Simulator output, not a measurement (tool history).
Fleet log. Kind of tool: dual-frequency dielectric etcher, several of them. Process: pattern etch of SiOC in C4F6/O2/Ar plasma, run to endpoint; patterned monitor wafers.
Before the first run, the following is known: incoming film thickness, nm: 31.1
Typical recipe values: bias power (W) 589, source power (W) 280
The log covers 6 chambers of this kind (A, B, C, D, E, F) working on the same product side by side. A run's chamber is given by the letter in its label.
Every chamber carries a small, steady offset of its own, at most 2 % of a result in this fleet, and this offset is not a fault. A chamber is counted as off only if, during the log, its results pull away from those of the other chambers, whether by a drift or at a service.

run,hour,bias power (W),source power (W),endpoint time (s)
1B,7.6,589,280,11.196
2E,13.5,589,280,11.182
# hour 22.1: chamber A: bias power generator calibrated
3C,22.4,589,280,11.116
# hour 27.6: chamber D: source power generator calibrated
4F,34.9,589,280,11.132
5A,42.8,589,280,11.56
6D,51,589,280,10.935
7B,61.7,589,280,11.272
8D,70.1,589,280,11.05
9E,76.4,589,280,11.245
# hour 80.2: chamber C: bias power generator calibrated
10A,84.4,589,280,11.566
11C,97.4,589,280,11.33
12F,104.9,589,330,10.493
# hour 107.6: chamber E: wet clean of the chamber
13E,113.7,589,330,10.524
14A,124,589,330,10.948
15D,129.7,589,330,10.305
16B,138,589,330,10.508
17C,145.9,589,330,10.407
18F,157.6,589,280,11.197
19F,168.6,469,220,13.237
20A,178.6,469,220,13.655
21C,187.2,469,220,13.361
22B,198.4,469,220,13.143
23D,204.4,469,220,13.288
24E,217.3,469,220,13.184
25E,228.7,589,280,11.125
26A,236.5,589,280,11.561
27D,244.5,589,280,11.026
28F,250.2,589,280,11.152
29B,259.9,531,230,12.489
# hour 261.5: chamber A: wet clean of the chamber
30C,267.3,531,230,12.09
31F,275.2,531,230,12.488
32B,282.8,531,230,12.738
# hour 283.1: chamber D: bias power generator calibrated
# hour 287: chamber E: bias power generator calibrated
33C,291.2,531,230,12.253
34A,300.5,531,230,12.748
35D,308.6,648,300,10.415
36E,316.9,648,300,10.342
37F,325.2,648,300,10.646
38C,332.9,648,300,10.227
39E,345.4,648,300,10.559
40B,356.8,648,300,10.566

Read the log: is a single chamber off, either drifting away or since a service, is the gauge that measures every chamber drifting, or is nothing wrong beyond small per-chamber offsets? Name any odd chamber and what most likely caused it.

Chamber C drifts away from the others.
Likeliest cause: etch rate over this chamber's usual, % = 4.17.

Which of the 4 candidates below, each the usual settings with something changed and its results left as question marks, puts chamber C back in line with what the other chambers give on the usual settings?
Maximum distance from the other chambers' mean on the usual settings for a result to count as in line: endpoint time (s) 0.3
41C-1,366.1,518,250,?
41C-2,366.1,589,250,?
41C-3,366.1,622,300,?
41C-4,366.1,660,310,?

The mean the other chambers reach with the usual settings: endpoint time (s) 11.209
run,endpoint time (s)
41C-1,11.778
41C-2,11.208
41C-3,10.258
41C-4,9.9027
With 41C-2, the chamber falls back in line with the rest.
